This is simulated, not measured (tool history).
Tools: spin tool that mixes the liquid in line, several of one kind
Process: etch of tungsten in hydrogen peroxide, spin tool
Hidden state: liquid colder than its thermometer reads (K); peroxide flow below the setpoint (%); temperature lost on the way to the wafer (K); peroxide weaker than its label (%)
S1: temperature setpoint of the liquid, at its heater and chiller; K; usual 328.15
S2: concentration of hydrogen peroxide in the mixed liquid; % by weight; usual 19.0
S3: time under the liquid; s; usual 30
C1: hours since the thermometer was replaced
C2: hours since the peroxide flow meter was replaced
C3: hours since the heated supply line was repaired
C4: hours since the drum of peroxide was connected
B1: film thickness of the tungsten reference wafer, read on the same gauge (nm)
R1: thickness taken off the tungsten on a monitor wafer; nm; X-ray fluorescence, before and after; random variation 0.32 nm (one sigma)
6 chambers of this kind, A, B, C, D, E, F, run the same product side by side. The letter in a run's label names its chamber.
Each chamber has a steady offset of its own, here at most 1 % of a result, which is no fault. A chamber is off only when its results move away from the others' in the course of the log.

run	hour	S1	S2	S3	C1	C2	C3	C4	B1	R1
1D	5.6	328.15	19.0	30	275.5	1776.0	1079.4	131.3	139.98	35.340
2E	12.1	328.15	19.0	30	728.6	413.2	642.9	845.1	139.97	35.546
3C	16.0	328.15	19.0	30	585.3	854.9	2908.6	180.8	139.93	35.363
4F	20.2	328.15	19.0	30	1472.6	1062.7	2019.1	140.4	140.05	35.304
5A	25.6	328.15	19.0	30	83.7	98.2	770.5	451.2	140.00	35.186
6B	29.1	328.15	19.0	30	1858.1	190.0	927.3	108.4	140.01	35.307
7A	35.5	328.15	19.0	30	93.6	108.1	780.4	461.1	139.99	35.393
8E	40.0	328.15	19.0	30	756.5	441.1	670.8	873.0	139.99	35.402
9F	43.6	328.15	19.0	30	1496.0	1086.1	2042.5	163.8	140.00	34.434
10C	49.9	328.15	19.0	30	619.2	888.8	2942.5	214.7	139.94	35.053
11D	54.2	328.15	19.0	30	324.1	1824.6	1128.0	179.9	139.97	34.938
12B	58.5	328.15	19.0	30	1887.5	219.4	956.7	137.8	140.03	34.789
13F	62.6	328.15	19.0	30	1515.0	1105.1	2061.5	182.8	139.98	34.999
14D	67.3	328.15	19.0	30	337.2	1837.7	1141.1	193.0	140.01	35.208
15C	70.8	334.65	14.5	30	640.1	909.7	2963.4	235.6	140.00	45.379
16A	76.2	334.65	14.5	30	134.3	148.8	821.1	501.8	140.08	45.326
17B	79.8	334.65	14.5	30	1908.8	240.7	978.0	159.1	139.99	44.863
18E	84.6	334.65	14.5	30	801.1	485.7	715.4	917.6	140.05	45.188
19F	90.9	334.65	14.5	30	1543.3	1133.4	2089.8	211.1	140.01	43.856
20D	97.6	334.65	14.5	30	367.5	1868.0	1171.4	223.3	140.00	43.358
21B	100.8	328.15	19.0	30	1929.8	261.7	999.0	180.1	140.02	35.377
22E	104.2	328.15	19.0	30	820.7	505.3	735.0	937.2	140.04	35.615
23A	107.8	328.15	19.0	30	165.9	180.4	852.7	533.4	139.98	34.816
24C	114.0	328.15	19.0	30	683.3	952.9	3006.6	278.8	140.01	34.888
25C	120.2	328.15	19.0	30	689.5	959.1	3012.8	285.0	140.06	35.281
26D	123.4	328.15	15.5	30	393.3	1893.8	1197.2	249.1	140.03	30.102
27F	127.5	328.15	15.5	30	1579.9	1170.0	2126.4	247.7	139.96	31.235
28B	132.9	328.15	15.5	30	1961.9	293.8	1031.1	212.2	140.00	30.913
29E	138.2	328.15	15.5	30	854.7	539.3	769.0	971.2	140.04	31.355
30A	141.2	328.15	15.5	30	199.3	213.8	886.1	566.8	139.99	32.039
31C	145.4	328.15	15.5	30	714.7	984.3	3038.0	310.2	139.99	31.663
32B	148.9	328.15	19.0	30	1977.9	309.8	1047.1	228.2	139.95	34.980
33F	152.5	328.15	19.0	30	1604.9	1195.0	2151.4	272.7	140.04	34.435
# hour 155.3: chamber D: peroxide flow meter replaced
34E	158.0	328.15	19.0	30	874.5	559.1	788.8	991.0	139.96	35.283
35A	164.3	328.15	19.0	30	222.4	236.9	909.2	589.9	139.99	35.319
36D	170.5	328.15	19.0	30	440.4	15.3	1244.3	296.2	139.98	33.313
37E	176.6	328.15	19.0	30	893.1	577.7	807.4	1009.6	139.99	34.932
38C	183.2	328.15	19.0	30	752.5	1022.1	3075.8	348.0	140.03	34.754
39B	188.8	328.15	19.0	30	2017.8	349.7	1087.0	268.1	139.99	34.944
40F	194.8	328.15	19.0	30	1647.2	1237.3	2193.7	315.0	139.95	34.703
41D	201.0	328.15	19.0	30	470.9	45.8	1274.8	326.7	139.97	32.317
42A	206.6	328.15	19.0	30	264.7	279.2	951.5	632.2	140.01	35.455
43F	209.8	328.15	19.0	30	1662.2	1252.3	2208.7	330.0	140.01	35.032
44B	216.3	328.15	19.0	30	2045.3	377.2	1114.5	295.6	140.00	34.526

All 6 chambers run these settings next. Forecast each chamber's results:
45A	221.1	328.15	19.0	30						?
45B	221.1	328.15	19.0	30						?
45C	221.1	328.15	19.0	30						?
45D	221.1	328.15	19.0	30						?
45E	221.1	328.15	19.0	30						?
45F	221.1	328.15	19.0	30						?

run	R1
45A	34.896
45B	34.887
45C	35.192
45D	31.731
45E	35.373
45F	34.665

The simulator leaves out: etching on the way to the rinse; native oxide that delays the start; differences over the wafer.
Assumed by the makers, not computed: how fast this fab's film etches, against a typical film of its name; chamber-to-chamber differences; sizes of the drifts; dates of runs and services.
